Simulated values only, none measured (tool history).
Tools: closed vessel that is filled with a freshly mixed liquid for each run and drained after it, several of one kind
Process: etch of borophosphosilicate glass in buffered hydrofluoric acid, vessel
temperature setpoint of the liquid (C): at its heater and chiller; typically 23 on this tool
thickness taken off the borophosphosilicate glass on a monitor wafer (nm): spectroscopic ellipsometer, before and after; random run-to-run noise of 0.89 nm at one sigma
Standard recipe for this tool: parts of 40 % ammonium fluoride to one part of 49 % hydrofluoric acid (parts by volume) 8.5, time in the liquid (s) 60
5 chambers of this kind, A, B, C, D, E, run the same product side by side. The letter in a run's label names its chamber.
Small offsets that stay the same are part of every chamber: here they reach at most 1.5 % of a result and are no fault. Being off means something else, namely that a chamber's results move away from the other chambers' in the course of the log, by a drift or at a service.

run	hour	temperature setpoint of the liquid (C)	parts of 40 % ammonium fluoride to one part of 49 % hydrofluoric acid (parts by volume)	time in the liquid (s)	hours since the thermometer was replaced	hours since the hydrofluoric acid flow meter was replaced	read-back film thickness of the borophosphosilicate glass reference wafer, read on the same gauge (nm)	thickness taken off the borophosphosilicate glass on a monitor wafer (nm)
1B	5.5	23	8.5	60	603.1	202.5	130	139.81
2D	9.9	23	8.5	60	192.8	639.8	130	140.68
3E	14.4	23	8.5	60	1637.8	798.8	130.01	138.52
# hour 15.2: chamber A: hydrofluoric acid flow meter replaced
4A	20.9	23	8.5	60	168.4	5.8	130	141.34
5C	26.5	23	8.5	60	2649.1	844.1	129.99	140.18
6C	32.9	23	8.5	60	2655.5	850.5	129.99	139.22
7D	39.7	23	8.5	60	222.6	669.6	129.99	140.33
8E	45.2	23	8.5	60	1668.6	829.6	129.99	139.38
9A	51	23	8.5	60	198.5	35.9	130.01	141.21
10B	58.4	23	8.5	60	656	255.4	130	139.51
11E	65	23	8.5	60	1688.4	849.4	130	139.45
12A	69.2	23	8.5	60	216.7	54.1	130	141.02
13D	76.3	23	8.5	60	259.2	706.2	129.97	141.9
14C	81.5	23	8.5	60	2704.1	899.1	130.02	139.33
15B	86.4	23	8.5	60	684	283.4	129.99	138.58
16B	92.8	23	8.5	60	690.4	289.8	129.99	139.79
17A	99	23	8.5	60	246.5	83.9	130	141.26
18E	104.2	23	8.5	60	1727.6	888.6	129.99	140.11
19D	108.8	23	8.5	60	291.7	738.7	129.99	140.84
20C	115.3	23	8.5	60	2737.9	932.9	130.01	139.7
21D	120.6	18	8.5	60	303.5	750.5	130.02	106.14
22E	125.4	18	8.5	60	1748.8	909.8	130	106.95
23C	130.6	18	8.5	60	2753.2	948.2	130.02	107.09
24A	134.7	18	8.5	60	282.2	119.6	129.99	106.4
25B	138.3	18	8.5	60	735.9	335.3	129.98	106.04
26A	145.6	23	8.5	60	293.1	130.5	130.01	140.25
27E	151.1	23	8.5	60	1774.5	935.5	130.02	139.81
28D	155.4	23	8.5	60	338.3	785.3	130	140.35
29B	161.5	23	8.5	90	759.1	358.5	130.01	207.47
30C	166.1	23	8.5	90	2788.7	983.7	130	209.11
31C	174.2	23	8.5	90	2796.8	991.8	130	212.14
32D	177.8	23	8.5	90	360.7	807.7	130	214.09
33B	183.7	23	8.5	90	781.3	380.7	130.01	209.43
34A	187.7	23	10	45	335.2	172.6	129.99	92.172

Does one chamber stand apart from the rest, does the shared gauge drift, or is all well apart from small per-chamber offsets? Give the chamber and the most likely cause, where there is one.

All chambers stay in line apart from their small fixed offsets, and the gauge does not drift.
